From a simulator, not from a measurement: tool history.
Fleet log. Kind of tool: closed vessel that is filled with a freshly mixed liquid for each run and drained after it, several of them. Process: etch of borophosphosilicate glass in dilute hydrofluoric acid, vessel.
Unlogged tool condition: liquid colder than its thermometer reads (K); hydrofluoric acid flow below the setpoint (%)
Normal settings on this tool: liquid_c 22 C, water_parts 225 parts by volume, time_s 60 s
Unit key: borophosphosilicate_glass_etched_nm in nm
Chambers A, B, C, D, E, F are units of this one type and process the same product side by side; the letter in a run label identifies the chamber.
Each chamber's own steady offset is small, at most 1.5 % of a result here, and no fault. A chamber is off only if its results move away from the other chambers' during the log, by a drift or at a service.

run	hour	liquid_c	water_parts	time_s	hours since the thermometer was replaced	hours since the hydrofluoric acid flow meter was replaced	read-back film thickness of the borophosphosilicate glass reference wafer, read on the same gauge (nm)	borophosphosilicate_glass_etched_nm
1B	11.5	22	225	60	896.9	557.7	49.972	10.169
2A	22.8	22	225	60	140.3	415.1	50.022	10.14
3C	30.9	22	225	60	225.5	1803.1	49.98	10.276
4D	39.2	22	225	60	1484.1	1966.2	50.023	10.036
5E	49.1	22	225	60	1191.2	145.6	50.013	10.423
6F	60.9	22	225	60	1899.6	1449.5	49.99	10.052
7C	73.8	22	225	60	268.4	1846	49.975	10.125
8E	81	22	225	60	1223.1	177.5	50.007	10.232
9F	91.2	22	225	60	1929.9	1479.8	50.024	9.9731
10B	102.7	22	225	60	988.1	648.9	49.99	10.25
11A	112.6	22	225	60	230.1	504.9	50.004	10.333
12D	121.6	22	225	60	1566.5	2048.6	50.009	9.9592
13B	132.9	22	225	60	1018.3	679.1	49.994	10.189
14A	145.8	22	225	60	263.3	538.1	49.993	10.041
15E	153.4	22	285	30	1295.5	249.9	49.997	3.7103
16F	161.4	22	285	30	2000.1	1550	50	3.8327
# hour 167.9: chamber D: hydrofluoric acid flow meter replaced
17C	168.4	22	285	30	363	1940.6	50.007	3.7381
18D	179.9	22	285	30	1624.8	12.1	50.015	3.7573
19B	193.1	22	285	30	1078.5	739.3	49.976	3.7844
# hour 200.8: chamber F: thermometer replaced
20F	206	22	285	30	5.3	1594.6	49.997	3.7821
21C	217.4	22	225	85	412	1989.6	50.01	14.582
# hour 218.2: chamber C: hydrofluoric acid flow meter replaced
22E	230.3	22	225	85	1372.4	326.8	49.991	13.887
23A	240.2	22	225	85	357.7	632.5	50.007	14.458
24D	251.6	22	225	85	1696.5	83.8	49.982	14.41
25A	260.5	22	225	85	378	652.8	49.982	14.519
26E	271.3	22	225	85	1413.4	367.8	49.982	14.074
27B	279.6	22	225	60	1165	825.8	49.977	10.087
28F	287.5	22	225	60	86.8	1676.1	50.026	10.199
29D	293.6	22	225	60	1738.5	125.8	49.992	10.213
30C	304.1	22	225	60	498.7	86	50.021	10.143
31B	312.8	22	225	60	1198.2	859	49.994	10.296
# hour 321.7: chamber F: hydrofluoric acid flow meter replaced
32A	321.7	22	225	60	439.2	714	50.031	10.321
33F	332.6	22	225	60	131.9	10.9	49.99	10.166
34D	342	22	225	60	1786.9	174.2	49.996	10.155
35E	350	22	145	90	1492.1	446.5	49.977	24.801
36C	359.6	22	145	90	554.2	141.5	49.993	25.952
37C	371.8	22	145	90	566.4	153.7	50.007	26.038
38E	378.6	22	145	90	1520.7	475.1	50.023	24.478
39A	388.8	22	145	90	506.3	781.1	50.041	25.86
40D	397.6	22	145	90	1842.5	229.8	50.008	26.119
41F	405.8	22	225	45	205.1	84.1	49.996	7.6324
42B	416.9	22	225	45	1302.3	963.1	49.998	7.6642
43A	423.3	22	225	45	540.8	815.6	49.991	7.5045

Predict what each chamber gives when all 6 of them run the settings below next.
44A	433.2	22	320	60				?
44B	433.2	22	320	60				?
44C	433.2	22	320	60				?
44D	433.2	22	320	60				?
44E	433.2	22	320	60				?
44F	433.2	22	320	60				?

run	borophosphosilicate_glass_etched_nm
44A	6.4871
44B	6.4328
44C	6.5552
44D	6.5912
44E	6.2863
44F	6.6169

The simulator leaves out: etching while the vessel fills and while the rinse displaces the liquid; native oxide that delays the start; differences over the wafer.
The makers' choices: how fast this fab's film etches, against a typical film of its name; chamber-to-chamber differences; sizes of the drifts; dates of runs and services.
